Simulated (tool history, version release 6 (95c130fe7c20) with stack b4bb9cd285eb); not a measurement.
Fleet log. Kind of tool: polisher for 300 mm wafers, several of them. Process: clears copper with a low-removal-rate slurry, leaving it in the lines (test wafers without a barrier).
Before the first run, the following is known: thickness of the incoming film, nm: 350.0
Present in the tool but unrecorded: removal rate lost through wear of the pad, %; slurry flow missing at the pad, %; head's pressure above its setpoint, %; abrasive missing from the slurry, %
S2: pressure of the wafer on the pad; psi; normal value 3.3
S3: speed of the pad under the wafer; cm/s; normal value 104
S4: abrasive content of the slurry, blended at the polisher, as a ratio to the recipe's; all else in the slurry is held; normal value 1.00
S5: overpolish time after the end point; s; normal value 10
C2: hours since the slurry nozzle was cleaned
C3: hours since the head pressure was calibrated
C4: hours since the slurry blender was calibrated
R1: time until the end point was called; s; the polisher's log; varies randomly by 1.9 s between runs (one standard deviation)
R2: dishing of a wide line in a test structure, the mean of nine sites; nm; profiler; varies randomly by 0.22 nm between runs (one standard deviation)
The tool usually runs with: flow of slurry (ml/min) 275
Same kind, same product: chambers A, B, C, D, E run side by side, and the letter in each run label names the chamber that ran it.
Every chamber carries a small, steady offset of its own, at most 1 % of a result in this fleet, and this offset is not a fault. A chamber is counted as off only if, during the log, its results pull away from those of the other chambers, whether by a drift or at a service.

At day 0.129: chamber E: worn pad replaced by a new one.
Run 1D, day 0.308: usual settings; wafers polished on this pad 358; C2 189.6; C3 431.5; C4 148.1. Result: R1 123.470 s, R2 21.392 nm.
Run 2B, day 0.521: usual settings; wafers polished on this pad 604; C2 367.8; C3 65.1; C4 76.8. Result: R1 121.590 s, R2 20.914 nm.
Run 3E, day 0.825: usual settings; wafers polished on this pad 104; C2 336.0; C3 319.8; C4 77.2. Result: R1 125.800 s, R2 20.931 nm.
Run 4C, day 1.071: usual settings; wafers polished on this pad 377; C2 483.2; C3 993.7; C4 150.3. Result: R1 124.070 s, R2 21.050 nm.
At day 1.208: chamber A: head pressure recalibrated.
Run 5A, day 1.392: usual settings; wafers polished on this pad 427; C2 72.9; C3 4.5; C4 67.5. Result: R1 120.490 s, R2 21.014 nm.
Run 6D, day 1.721: usual settings; wafers polished on this pad 571; C2 223.5; C3 465.4; C4 182.0. Result: R1 120.350 s, R2 21.149 nm.
At day 2.042: chamber B: slurry nozzle cleaned.
Run 7A, day 2.071: usual settings; wafers polished on this pad 529; C2 89.2; C3 20.8; C4 83.8. Result: R1 122.510 s, R2 21.172 nm.
Run 8B, day 2.404: usual settings; wafers polished on this pad 888; C2 8.7; C3 110.3; C4 122.0. Result: R1 125.790 s, R2 21.027 nm.
At day 2.479: chamber D: slurry blender recalibrated.
Run 9E, day 2.796: usual settings; wafers polished on this pad 401; C2 383.3; C3 367.1; C4 124.5. Result: R1 121.730 s, R2 20.469 nm.
Run 10C, day 2.996: usual settings; wafers polished on this pad 666; C2 529.4; C3 1039.9; C4 196.5. Result: R1 124.280 s, R2 20.776 nm.
Run 11D, day 3.242: usual settings; wafers polished on this pad 800; C2 260.0; C3 501.9; C4 18.3. Result: R1 121.130 s, R2 21.331 nm.
At day 3.262: chamber B: worn pad replaced by a new one.
Run 12A, day 3.525: usual settings; wafers polished on this pad 748; C2 124.1; C3 55.7; C4 118.7. Result: R1 124.420 s, R2 21.200 nm.
Run 13C, day 3.846: usual settings; wafers polished on this pad 794; C2 549.8; C3 1060.3; C4 216.9. Result: R1 124.950 s, R2 21.303 nm.
Run 14B, day 4.050: usual settings; wafers polished on this pad 118; C2 48.2; C3 149.8; C4 161.5. Result: R1 125.900 s, R2 21.327 nm.
At day 4.142: chamber D: worn pad replaced by a new one.
Run 15E, day 4.342: usual settings but S2 4.5 psi, S4 1.25; wafers polished on this pad 634; C2 420.4; C3 404.2; C4 161.6. Result: R1 85.517 s, R2 28.835 nm.
Run 16C, day 4.746: usual settings but S2 4.5 psi, S4 1.25; wafers polished on this pad 930; C2 571.4; C3 1081.9; C4 238.5. Result: R1 87.686 s, R2 28.644 nm.
Run 17E, day 5.067: usual settings but S2 4.5 psi, S4 1.25; wafers polished on this pad 743; C2 437.8; C3 421.6; C4 179.0. Result: R1 84.346 s, R2 28.945 nm.
At day 5.233: chamber A: worn pad replaced by a new one.
Run 18D, day 5.492: usual settings but S2 4.5 psi, S4 1.25; wafers polished on this pad 203; C2 314.0; C3 555.9; C4 72.3. Result: R1 84.984 s, R2 29.909 nm.
At day 5.775: chamber C: slurry blender recalibrated.
At day 5.796: chamber E: slurry nozzle cleaned.
Run 19B, day 5.850: usual settings but S2 4.5 psi, S4 1.25; wafers polished on this pad 389; C2 91.4; C3 193.0; C4 204.7. Result: R1 84.620 s, R2 30.074 nm.
Run 20A, day 6.246: usual settings; wafers polished on this pad 152; C2 189.4; C3 121.0; C4 184.0. Result: R1 126.860 s, R2 20.949 nm.
Run 21E, day 6.608: usual settings; wafers polished on this pad 975; C2 19.5; C3 458.6; C4 216.0. Result: R1 120.470 s, R2 20.737 nm.
Run 22D, day 6.908: usual settings; wafers polished on this pad 416; C2 348.0; C3 589.9; C4 106.3. Result: R1 122.420 s, R2 21.625 nm.
Run 23C, day 7.346: usual settings; wafers polished on this pad 1321; C2 633.8; C3 1144.3; C4 37.7. Result: R1 131.190 s, R2 19.652 nm.
Run 24B, day 7.717: usual settings; wafers polished on this pad 671; C2 136.2; C3 237.8; C4 249.5. Result: R1 125.130 s, R2 20.769 nm.
At day 7.771: chamber E: worn pad replaced by a new one.
Run 25A, day 8.067: usual settings; wafers polished on this pad 426; C2 233.1; C3 164.7; C4 227.7. Result: R1 123.440 s, R2 20.871 nm.
At day 8.238: chamber C: slurry nozzle cleaned.
Run 26B, day 8.496: usual settings; wafers polished on this pad 788; C2 154.9; C3 256.5; C4 268.2. Result: R1 122.950 s, R2 20.882 nm.
Run 27A, day 8.833: usual settings; wafers polished on this pad 542; C2 251.5; C3 183.1; C4 246.1. Result: R1 122.550 s, R2 21.258 nm.
Run 28C, day 9.279: usual settings; wafers polished on this pad 1613; C2 25.0; C3 1190.7; C4 84.1. Result: R1 134.390 s, R2 19.186 nm.
At day 9.671: chamber D: worn pad replaced by a new one.
Run 29D, day 9.708: usual settings; wafers polished on this pad 5; C2 415.2; C3 657.1; C4 173.5. Result: R1 119.540 s, R2 20.909 nm.
Run 30E, day 10.054: usual settings; wafers polished on this pad 344; C2 102.2; C3 541.3; C4 298.7. Result: R1 121.310 s, R2 20.809 nm.

Next, every chamber runs the same settings. What will each give?
Run 31A, day 10.375: usual settings. Result: R1 ?, R2 ?.
Run 31B, day 10.375: usual settings. Result: R1 ?, R2 ?.
Run 31C, day 10.375: usual settings. Result: R1 ?, R2 ?.
Run 31D, day 10.375: usual settings. Result: R1 ?, R2 ?.
Run 31E, day 10.375: usual settings. Result: R1 ?, R2 ?.

run       R1      R2
31A  122.060  21.142
31B  124.120  21.049
31C  141.080  18.957
31D  121.380  21.378
31E  123.370  21.190
